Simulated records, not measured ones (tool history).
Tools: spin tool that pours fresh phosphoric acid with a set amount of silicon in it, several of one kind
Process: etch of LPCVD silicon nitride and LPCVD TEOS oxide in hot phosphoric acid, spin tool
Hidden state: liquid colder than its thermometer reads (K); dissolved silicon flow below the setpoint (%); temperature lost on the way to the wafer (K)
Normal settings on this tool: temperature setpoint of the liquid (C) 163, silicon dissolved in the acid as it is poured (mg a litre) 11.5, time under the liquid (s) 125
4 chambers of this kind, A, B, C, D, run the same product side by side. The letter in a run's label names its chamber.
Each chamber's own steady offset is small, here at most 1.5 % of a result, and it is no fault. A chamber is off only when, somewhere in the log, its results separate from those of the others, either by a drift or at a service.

| run | hour | temperature setpoint of the liquid (C) | silicon dissolved in the acid as it is poured (mg a litre) | time under the liquid (s) | hours since the thermometer was replaced | hours since the dissolved silicon flow meter was replaced | hours since the heated supply line was repaired | read-back film thickness of the LPCVD silicon nitride reference wafer, read on the same gauge (nm) | read-back film thickness of the LPCVD TEOS oxide reference wafer, read on the same gauge (nm) | thickness taken off the LPCVD silicon nitride on a monitor wafer (nm) | thickness taken off the LPCVD TEOS oxide on a monitor wafer (nm) |
|---|---|---|---|---|---|---|---|---|---|---|---|
| 1A | 13.6 | 163 | 11.5 | 125 | 70.3 | 575.3 | 1149.4 | 100 | 120.04 | 13.403 | 0.5852 |
|  | 22.9 | chamber D: thermometer replaced |
|  | 23.4 | chamber B: heated supply line repaired |
| 2D | 26.1 | 163 | 11.5 | 125 | 3.2 | 760.3 | 605.8 | 100.01 | 119.97 | 13.614 | 0.64926 |
| 3C | 37.5 | 163 | 11.5 | 125 | 508.3 | 379.6 | 1755.3 | 100 | 120.02 | 13.754 | 0.67132 |
| 4B | 49.5 | 163 | 11.5 | 125 | 426.6 | 631.6 | 26.1 | 100 | 120 | 13.727 | 0.63356 |
| 5D | 59 | 163 | 11.5 | 125 | 36.1 | 793.2 | 638.7 | 100 | 119.97 | 13.528 | 0.62437 |
| 6A | 65.5 | 163 | 11.5 | 125 | 122.2 | 627.2 | 1201.3 | 99.995 | 120.02 | 13.335 | 0.6402 |
| 7B | 75.7 | 163 | 18.5 | 125 | 452.8 | 657.8 | 52.3 | 99.964 | 120.03 | 13.64 | 0.57043 |
| 8C | 85.4 | 163 | 18.5 | 125 | 556.2 | 427.5 | 1803.2 | 99.997 | 120.04 | 13.693 | 0.5322 |
|  | 88.5 | chamber B: dissolved silicon flow meter replaced |
| 9C | 96.4 | 163 | 18.5 | 125 | 567.2 | 438.5 | 1814.2 | 100.03 | 120.02 | 13.668 | 0.53333 |
| 10A | 103.8 | 163 | 18.5 | 125 | 160.5 | 665.5 | 1239.6 | 99.983 | 119.96 | 13.365 | 0.53948 |
|  | 105.9 | chamber C: heated supply line repaired |
|  | 112.7 | chamber A: heated supply line repaired |
|  | 116.2 | chamber D: dissolved silicon flow meter replaced |
| 11B | 117.2 | 163 | 5.5 | 125 | 494.3 | 28.8 | 93.8 | 100.01 | 119.98 | 13.762 | 0.78223 |
| 12D | 125.8 | 163 | 5.5 | 125 | 102.9 | 9.7 | 705.5 | 99.983 | 119.97 | 13.574 | 0.74834 |
| 13D | 134.9 | 163 | 5.5 | 125 | 112 | 18.8 | 714.6 | 99.997 | 120 | 13.595 | 0.70434 |
| 14B | 141.6 | 163 | 5.5 | 125 | 518.7 | 53.2 | 118.2 | 100.04 | 120.02 | 13.658 | 0.75656 |
| 15A | 154.3 | 163 | 11.5 | 125 | 211 | 716 | 41.7 | 100 | 120.01 | 13.413 | 0.66492 |
| 16C | 163.1 | 162 | 5.5 | 125 | 633.9 | 505.2 | 57.3 | 99.984 | 119.97 | 13.23 | 0.69724 |
|  | 163.2 | chamber C: thermometer replaced |
| 17A | 169.5 | 162 | 5.5 | 125 | 226.2 | 731.2 | 56.9 | 100.01 | 120.06 | 12.843 | 0.66869 |
| 18D | 182.7 | 162 | 5.5 | 125 | 159.8 | 66.6 | 762.4 | 99.983 | 120 | 13.15 | 0.65825 |
| 19B | 190.4 | 162 | 5.5 | 125 | 567.5 | 102 | 167 | 99.981 | 119.97 | 13.217 | 0.70643 |
| 20C | 199.2 | 163 | 11.5 | 125 | 36.1 | 541.3 | 93.4 | 100.01 | 120.01 | 13.662 | 0.64118 |
| 21C | 206 | 163 | 11.5 | 125 | 42.9 | 548.1 | 100.2 | 99.972 | 119.97 | 13.655 | 0.66579 |
| 22B | 217.7 | 162 | 11.5 | 60 | 594.8 | 129.3 | 194.3 | 99.997 | 120.03 | 6.3279 | 0.28292 |
| 23A | 225.1 | 162 | 11.5 | 60 | 281.8 | 786.8 | 112.5 | 100 | 119.96 | 6.1691 | 0.2831 |
| 24D | 238.3 | 162 | 11.5 | 60 | 215.4 | 122.2 | 818 | 99.989 | 120 | 6.3001 | 0.27393 |
| 25C | 251.1 | 162 | 11.5 | 60 | 88 | 593.2 | 145.3 | 99.989 | 120.02 | 6.3422 | 0.27166 |
| 26B | 259.4 | 163 | 7 | 125 | 636.5 | 171 | 236 | 100.02 | 119.99 | 13.73 | 0.69303 |
| 27D | 270.5 | 163 | 7 | 125 | 247.6 | 154.4 | 850.2 | 99.989 | 119.98 | 13.526 | 0.71128 |
| 28A | 284.3 | 163 | 7 | 125 | 341 | 846 | 171.7 | 99.977 | 120.04 | 13.358 | 0.72254 |
| 29B | 295.7 | 163 | 7 | 125 | 672.8 | 207.3 | 272.3 | 99.993 | 120.01 | 13.777 | 0.6981 |
| 30D | 306.3 | 163 | 11.5 | 125 | 283.4 | 190.2 | 886 | 100.03 | 119.99 | 13.564 | 0.66067 |
| 31C | 317.8 | 163 | 11.5 | 125 | 154.7 | 659.9 | 212 | 99.986 | 120.02 | 13.676 | 0.66477 |
| 32A | 329.7 | 166 | 17.5 | 125 | 386.4 | 891.4 | 217.1 | 99.993 | 120.04 | 14.795 | 0.69149 |
| 33B | 337.2 | 166 | 17.5 | 125 | 714.3 | 248.8 | 313.8 | 99.988 | 119.98 | 15.163 | 0.69106 |
| 34A | 345.4 | 166 | 17.5 | 125 | 402.1 | 907.1 | 232.8 | 99.993 | 119.96 | 14.803 | 0.68778 |
| 35D | 352.2 | 166 | 17.5 | 125 | 329.3 | 236.1 | 931.9 | 100 | 120.02 | 14.966 | 0.71558 |
| 36C | 362.7 | 163 | 11.5 | 125 | 199.6 | 704.8 | 256.9 | 100.03 | 120.04 | 13.627 | 0.65413 |
| 37B | 372.6 | 163 | 11.5 | 125 | 749.7 | 284.2 | 349.2 | 100 | 120.01 | 13.733 | 0.63257 |
| 38A | 383.7 | 163 | 11.5 | 125 | 440.4 | 945.4 | 271.1 | 100 | 119.94 | 13.477 | 0.59892 |
| 39C | 395.6 | 163 | 11.5 | 125 | 232.5 | 737.7 | 289.8 | 99.962 | 120.03 | 13.728 | 0.60993 |
| 40D | 402.5 | 161 | 15 | 125 | 379.6 | 286.4 | 982.2 | 99.973 | 120.03 | 12.744 | 0.47423 |
| 41A | 412.6 | 161 | 15 | 125 | 469.3 | 974.3 | 300 | 99.992 | 120.03 | 12.513 | 0.53497 |

Does one chamber stand apart from the rest, does the shared gauge drift, or is all well apart from small per-chamber offsets? Give the chamber and the most likely cause, where there is one.

The fleet is healthy, with each chamber sitting at its usual small offset and no drift in the gauge.

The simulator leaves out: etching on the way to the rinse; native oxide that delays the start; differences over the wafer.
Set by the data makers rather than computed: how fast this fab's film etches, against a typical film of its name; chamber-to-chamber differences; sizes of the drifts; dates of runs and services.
